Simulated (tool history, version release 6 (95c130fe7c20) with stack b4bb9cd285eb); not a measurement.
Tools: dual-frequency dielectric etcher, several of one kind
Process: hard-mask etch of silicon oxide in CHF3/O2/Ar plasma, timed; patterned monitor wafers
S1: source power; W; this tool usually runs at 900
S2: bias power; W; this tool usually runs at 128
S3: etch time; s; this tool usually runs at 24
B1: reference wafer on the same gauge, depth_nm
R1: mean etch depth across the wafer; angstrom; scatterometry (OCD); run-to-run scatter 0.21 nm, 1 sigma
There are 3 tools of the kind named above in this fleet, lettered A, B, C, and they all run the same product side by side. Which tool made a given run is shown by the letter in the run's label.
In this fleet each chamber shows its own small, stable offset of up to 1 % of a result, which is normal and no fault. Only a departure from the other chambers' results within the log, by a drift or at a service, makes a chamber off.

{"run": "1C", "hour": 15.2, "S1": 900, "S2": 128, "S3": 24, "B1": 51.771, "R1": 494.24}
{"run": "2A", "hour": 29.2, "S1": 900, "S2": 128, "S3": 24, "B1": 51.872, "R1": 496.17}
{"run": "3B", "hour": 41.7, "S1": 900, "S2": 128, "S3": 24, "B1": 51.791, "R1": 496.2}
{"hour": 47.4, "done": "chamber A: wet clean of the chamber"}
{"run": "4C", "hour": 54.8, "S1": 900, "S2": 128, "S3": 24, "B1": 51.789, "R1": 494.02}
{"run": "5A", "hour": 65.2, "S1": 900, "S2": 128, "S3": 24, "B1": 51.873, "R1": 493.34}
{"run": "6B", "hour": 75.7, "S1": 900, "S2": 128, "S3": 24, "B1": 51.798, "R1": 494.93}
{"hour": 87.8, "done": "chamber C: bias power generator calibrated"}
{"run": "7B", "hour": 89.5, "S1": 900, "S2": 128, "S3": 24, "B1": 51.762, "R1": 495.76}
{"run": "8A", "hour": 101.5, "S1": 900, "S2": 128, "S3": 30.5, "B1": 51.802, "R1": 629.57}
{"run": "9C", "hour": 112.7, "S1": 900, "S2": 128, "S3": 30.5, "B1": 51.793, "R1": 625.98}
{"run": "10B", "hour": 127.4, "S1": 900, "S2": 128, "S3": 30.5, "B1": 51.832, "R1": 624.54}
{"run": "11C", "hour": 136.5, "S1": 900, "S2": 128, "S3": 21.5, "B1": 51.807, "R1": 441.75}
{"run": "12A", "hour": 143.9, "S1": 900, "S2": 128, "S3": 21.5, "B1": 51.775, "R1": 445.32}
{"run": "13A", "hour": 155.4, "S1": 900, "S2": 128, "S3": 21.5, "B1": 51.796, "R1": 444.91}
{"run": "14B", "hour": 168.9, "S1": 900, "S2": 128, "S3": 24, "B1": 51.791, "R1": 493.43}
{"hour": 171.0, "done": "chamber B: wet clean of the chamber"}
{"run": "15C", "hour": 176.0, "S1": 900, "S2": 128, "S3": 24, "B1": 51.797, "R1": 487.38}
{"run": "16A", "hour": 186.4, "S1": 900, "S2": 128, "S3": 24, "B1": 51.768, "R1": 497.63}
{"hour": 188.0, "done": "chamber C: wet clean of the chamber"}
{"run": "17B", "hour": 202.3, "S1": 900, "S2": 128, "S3": 24, "B1": 51.844, "R1": 471.36}
{"run": "18C", "hour": 215.4, "S1": 900, "S2": 128, "S3": 24, "B1": 51.755, "R1": 495.35}
{"run": "19C", "hour": 230.4, "S1": 900, "S2": 128, "S3": 24, "B1": 51.807, "R1": 495.22}
{"run": "20B", "hour": 240.9, "S1": 900, "S2": 128, "S3": 24, "B1": 51.829, "R1": 470.62}
{"run": "21A", "hour": 253.4, "S1": 900, "S2": 128, "S3": 24, "B1": 51.848, "R1": 501.16}
{"run": "22B", "hour": 264.6, "S1": 900, "S2": 128, "S3": 24, "B1": 51.778, "R1": 469.47}
{"run": "23A", "hour": 272.1, "S1": 900, "S2": 128, "S3": 24, "B1": 51.819, "R1": 493.33}
{"run": "24C", "hour": 280.2, "S1": 900, "S2": 128, "S3": 24, "B1": 51.796, "R1": 494.86}
{"run": "25A", "hour": 289.8, "S1": 900, "S2": 128, "S3": 24, "B1": 51.786, "R1": 497.33}
{"run": "26B", "hour": 305.8, "S1": 900, "S2": 128, "S3": 24, "B1": 51.803, "R1": 473.19}
{"run": "27C", "hour": 320.9, "S1": 900, "S2": 128, "S3": 24, "B1": 51.835, "R1": 499.43}

Which is it: a chamber that has drifted or been left off by a service, a gauge drift common to all chambers, or only each chamber's usual small offset? If a chamber is off, name it and its likeliest cause.

A service left chamber B off against the others.
What lies behind it: etch rate under this chamber's usual, % = 4.26.

Below are 4 candidate recipes for chamber B's next run, each the usual settings with a change, their results shown as question marks. Which of them brings B's results back in line with what the other chambers give on the usual settings?
A result is in line if it is within this distance of the other chambers' mean on the usual settings: R1 7.4 angstrom
{"run": "28B-1", "hour": 332.4, "S1": 900, "S2": 128, "S3": 24.5, "R1": "?"}
{"run": "28B-2", "hour": 332.4, "S1": 900, "S2": 129, "S3": 25, "R1": "?"}
{"run": "28B-3", "hour": 332.4, "S1": 900, "S2": 128, "S3": 23.5, "R1": "?"}
{"run": "28B-4", "hour": 332.4, "S1": 900, "S2": 128, "S3": 23, "R1": "?"}

The mean the other chambers reach with the usual settings: R1 495.1 angstrom
run=28B-1 R1=481.39
run=28B-2 R1=492.39
run=28B-3 R1=461.74
run=28B-4 R1=451.92
28B-2 puts the chamber back in line with the other chambers.

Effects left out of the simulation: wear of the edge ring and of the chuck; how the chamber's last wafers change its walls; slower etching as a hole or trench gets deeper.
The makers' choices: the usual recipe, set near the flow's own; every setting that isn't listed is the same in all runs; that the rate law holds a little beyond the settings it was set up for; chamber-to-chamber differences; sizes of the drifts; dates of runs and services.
